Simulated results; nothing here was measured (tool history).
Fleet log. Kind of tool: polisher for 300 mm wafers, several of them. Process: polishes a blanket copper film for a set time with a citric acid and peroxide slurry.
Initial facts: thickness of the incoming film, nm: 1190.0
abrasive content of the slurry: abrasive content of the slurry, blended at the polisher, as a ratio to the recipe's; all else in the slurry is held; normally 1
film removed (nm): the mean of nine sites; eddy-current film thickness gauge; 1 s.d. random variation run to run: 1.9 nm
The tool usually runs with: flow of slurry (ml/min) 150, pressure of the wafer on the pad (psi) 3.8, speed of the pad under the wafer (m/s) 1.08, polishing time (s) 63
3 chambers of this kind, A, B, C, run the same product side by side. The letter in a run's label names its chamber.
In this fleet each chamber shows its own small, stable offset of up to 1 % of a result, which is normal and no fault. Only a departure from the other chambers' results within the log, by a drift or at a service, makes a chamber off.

run	day	flow of slurry (ml/min)	pressure of the wafer on the pad (psi)	speed of the pad under the wafer (m/s)	abrasive content of the slurry	polishing time (s)	wafers polished on this pad	hours since the slurry nozzle was cleaned	hours since the head pressure was calibrated	hours since the slurry blender was calibrated	film removed (nm)
1A	0.329	150	3.8	1.08	1	63	97	341.3	1486.0	39.2	173.22
2B	0.717	150	3.8	1.08	1	63	492	32.2	397.8	245.6	170.68
3C	0.933	150	3.8	1.08	1	63	399	567.1	610.1	31.2	172.97
4B	1.321	150	3.8	1.08	1	63	617	46.7	412.3	260.1	172.12
5C	1.625	150	3.8	1.08	1	63	543	583.7	626.7	47.8	174.56
6A	1.925	150	3.8	1.08	1	63	429	379.6	1524.3	77.5	171.37
# day 2.183: chamber B: worn pad replaced by a new one
7A	2.296	150	3.8	1.08	1	63	507	388.5	1533.2	86.4	171.15
8C	2.488	150	3.8	1.08	1	63	723	604.4	647.4	68.5	172.28
# day 2.638: chamber A: worn pad replaced by a new one
# day 2.858: chamber C: worn pad replaced by a new one
9B	2.858	150	3.8	1.08	1	63	140	83.6	449.2	297.0	170.98
10C	3.158	150	3.8	1.08	1	63	62	620.5	663.5	84.6	172.94
# day 3.196: chamber B: slurry blender recalibrated
# day 3.208: chamber A: slurry nozzle cleaned
11A	3.392	150	3.8	1.08	1	63	157	4.4	1559.5	112.7	170.71
12B	3.579	150	3.8	1.08	1	63	291	100.9	466.5	9.2	175.74
13B	3.792	150	3.8	1.08	1	63	335	106.0	471.6	14.3	173.15
14A	3.992	150	3.8	1.08	1	82	282	18.8	1573.9	127.1	227.62
15C	4.192	150	3.8	1.08	1	82	278	645.3	688.3	109.4	223.42
# day 4.550: chamber A: head pressure recalibrated
16C	4.588	150	3.8	1.08	1	82	360	654.8	697.8	118.9	228.49
17A	4.892	150	3.8	1.08	1	63	469	40.4	8.3	148.7	158.19
18B	5.079	150	3.8	1.08	1	63	603	136.9	502.5	45.2	170.84
# day 5.204: chamber C: slurry nozzle cleaned
# day 5.233: chamber A: worn pad replaced by a new one
19A	5.417	150	3.8	1.08	1	63	38	53.0	20.9	161.3	155.79
20C	5.612	150	3.8	1.08	1	63	573	9.8	722.4	143.5	174.72
21B	5.946	150	3.1	1.08	1	63	783	157.7	523.3	66.0	141.43
22A	6.212	150	3.1	1.08	1	63	204	72.1	40.0	180.4	127.13
23B	6.454	150	3.1	1.08	1	63	889	169.9	535.5	78.2	140.66
# day 6.483: chamber B: worn pad replaced by a new one
# day 6.538: chamber C: worn pad replaced by a new one
24C	6.658	150	3.8	1.08	1	63	25	34.9	747.5	168.6	174.01
25A	7.050	150	3.8	1.08	1	63	378	92.2	60.1	200.5	157.31
26B	7.358	150	3.8	1.08	1	63	182	191.6	557.2	99.9	170.93

Predict what each chamber gives when all 3 of them run the settings below next.
27A	7.654	150	3.1	1.08	1	63					?
27B	7.654	150	3.1	1.08	1	63					?
27C	7.654	150	3.1	1.08	1	63					?

run	film removed (nm)
27A	125.56
27B	140.08
27C	140.86
